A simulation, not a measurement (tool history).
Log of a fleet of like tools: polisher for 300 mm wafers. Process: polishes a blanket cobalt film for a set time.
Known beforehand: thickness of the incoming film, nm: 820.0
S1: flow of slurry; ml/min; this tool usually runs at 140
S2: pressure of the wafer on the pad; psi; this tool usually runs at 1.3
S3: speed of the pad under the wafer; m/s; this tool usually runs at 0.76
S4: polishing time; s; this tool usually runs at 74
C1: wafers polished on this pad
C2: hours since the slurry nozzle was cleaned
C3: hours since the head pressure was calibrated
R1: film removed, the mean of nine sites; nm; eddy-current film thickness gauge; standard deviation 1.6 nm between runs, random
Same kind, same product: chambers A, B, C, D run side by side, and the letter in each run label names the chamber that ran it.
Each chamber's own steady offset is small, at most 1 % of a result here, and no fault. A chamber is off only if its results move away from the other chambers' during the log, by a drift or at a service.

run 1C day=0.250 | S1=140 S2=1.3 S3=0.76 S4=74 | C1=289 C2=22.7 C3=130.6 | R1=160.84
-- day=0.383 chamber D: worn pad replaced by a new one
run 2B day=0.396 | S1=140 S2=1.3 S3=0.76 S4=74 | C1=257 C2=82.8 C3=441.0 | R1=163.45
run 3A day=0.679 | S1=140 S2=1.3 S3=0.76 S4=74 | C1=428 C2=630.5 C3=612.7 | R1=157.17
run 4D day=0.867 | S1=140 S2=1.3 S3=0.76 S4=74 | C1=133 C2=401.9 C3=859.4 | R1=160.53
-- day=0.925 chamber D: head pressure recalibrated
run 5A day=1.125 | S1=140 S2=1.3 S3=0.76 S4=74 | C1=551 C2=641.2 C3=623.4 | R1=156.18
run 6D day=1.371 | S1=140 S2=1.3 S3=0.76 S4=74 | C1=273 C2=414.0 C3=10.8 | R1=156.90
run 7B day=1.512 | S1=140 S2=1.3 S3=0.76 S4=65 | C1=565 C2=109.6 C3=467.8 | R1=141.73
-- day=1.771 chamber B: worn pad replaced by a new one
run 8C day=1.800 | S1=140 S2=1.3 S3=0.76 S4=65 | C1=717 C2=59.9 C3=167.8 | R1=139.34
run 9C day=2.088 | S1=140 S2=1.3 S3=0.76 S4=65 | C1=796 C2=66.8 C3=174.7 | R1=141.33
run 10B day=2.267 | S1=140 S2=1.3 S3=0.76 S4=65 | C1=137 C2=127.7 C3=485.9 | R1=140.63
-- day=2.321 chamber A: worn pad replaced by a new one
run 11D day=2.458 | S1=140 S2=1.3 S3=0.76 S4=74 | C1=573 C2=440.1 C3=36.9 | R1=158.96
-- day=2.654 chamber D: worn pad replaced by a new one
run 12A day=2.721 | S1=140 S2=1.3 S3=0.76 S4=74 | C1=111 C2=679.5 C3=661.7 | R1=160.80
run 13D day=2.946 | S1=140 S2=1.3 S3=0.76 S4=74 | C1=81 C2=451.8 C3=48.6 | R1=160.17
run 14C day=3.075 | S1=140 S2=1.3 S3=0.76 S4=74 | C1=1069 C2=90.5 C3=198.4 | R1=156.98
run 15B day=3.371 | S1=140 S2=1.5 S3=0.76 S4=74 | C1=442 C2=154.2 C3=512.4 | R1=185.91
-- day=3.642 chamber A: slurry nozzle cleaned
run 16A day=3.642 | S1=140 S2=1.5 S3=0.76 S4=74 | C1=365 C2=0.0 C3=683.8 | R1=183.40
run 17A day=3.846 | S1=140 S2=1.5 S3=0.76 S4=74 | C1=421 C2=4.9 C3=688.7 | R1=182.37
run 18C day=4.062 | S1=140 S2=1.5 S3=0.76 S4=74 | C1=1342 C2=114.2 C3=222.1 | R1=176.97
run 19B day=4.354 | S1=140 S2=1.3 S3=0.76 S4=74 | C1=713 C2=177.8 C3=536.0 | R1=158.60
run 20D day=4.579 | S1=140 S2=1.3 S3=0.76 S4=74 | C1=532 C2=491.0 C3=87.8 | R1=159.40
-- day=4.692 chamber B: worn pad replaced by a new one
run 21B day=4.808 | S1=140 S2=1.3 S3=0.76 S4=74 | C1=33 C2=188.7 C3=546.9 | R1=159.18
-- day=4.817 chamber D: slurry nozzle cleaned
run 22C day=4.933 | S1=140 S2=1.3 S3=0.76 S4=74 | C1=1582 C2=135.1 C3=243.0 | R1=150.27
-- day=5.000 chamber A: worn pad replaced by a new one
run 23D day=5.100 | S1=140 S2=1.3 S3=0.68 S4=60 | C1=676 C2=6.9 C3=100.3 | R1=116.84
-- day=5.142 chamber D: worn pad replaced by a new one
run 24A day=5.333 | S1=140 S2=1.3 S3=0.68 S4=60 | C1=92 C2=40.6 C3=724.4 | R1=116.33
run 25D day=5.533 | S1=140 S2=1.3 S3=0.68 S4=60 | C1=108 C2=17.3 C3=110.7 | R1=118.38
run 26B day=5.771 | S1=140 S2=1.3 S3=0.68 S4=60 | C1=299 C2=211.8 C3=570.0 | R1=115.34
run 27A day=6.054 | S1=140 S2=1.6 S3=0.76 S4=74 | C1=291 C2=57.9 C3=741.7 | R1=196.80
run 28C day=6.329 | S1=140 S2=1.6 S3=0.76 S4=74 | C1=1968 C2=168.6 C3=276.5 | R1=177.62
run 29C day=6.488 | S1=140 S2=1.6 S3=0.76 S4=74 | C1=2012 C2=172.4 C3=280.3 | R1=179.72
run 30B day=6.746 | S1=140 S2=1.6 S3=0.76 S4=74 | C1=568 C2=235.2 C3=593.4 | R1=195.96
run 31D day=6.988 | S1=140 S2=1.3 S3=0.76 S4=74 | C1=510 C2=52.2 C3=145.6 | R1=160.28

Which is it: a chamber that has drifted or been left off by a service, a gauge drift common to all chambers, or only each chamber's usual small offset? If a chamber is off, name it and its likeliest cause.

It is chamber C that slowly wanders off from its peers.
Likeliest cause: removal rate lost through wear of the pad, % = 9.75.
It could be hard to tell apart here from: slurry flow missing at the pad, %; head's pressure below its setpoint, %.

Chamber C could run next with any of the 4 candidate recipes listed below; each alters the usual settings, and their results appear as question marks. Which one brings its results back in line with what the other chambers deliver on the usual settings?
In-line tolerance around the mean of the other chambers on the usual settings: R1 5.60 nm
run 32C-1 day=7.196 | S1=140 S2=1.3 S3=0.76 S4=77 | R1=?
run 32C-2 day=7.196 | S1=140 S2=1.3 S3=0.76 S4=72 | R1=?
run 32C-3 day=7.196 | S1=140 S2=1.3 S3=0.76 S4=67 | R1=?
run 32C-4 day=7.196 | S1=140 S2=1.3 S3=0.84 S4=74 | R1=?

Usual-settings mean across the other chambers: R1 159.97 nm
run=32C-1 R1=150.29
run=32C-2 R1=140.53
run=32C-3 R1=130.77
run=32C-4 R1=159.41
It is 32C-4 that realigns the chamber with its peers.
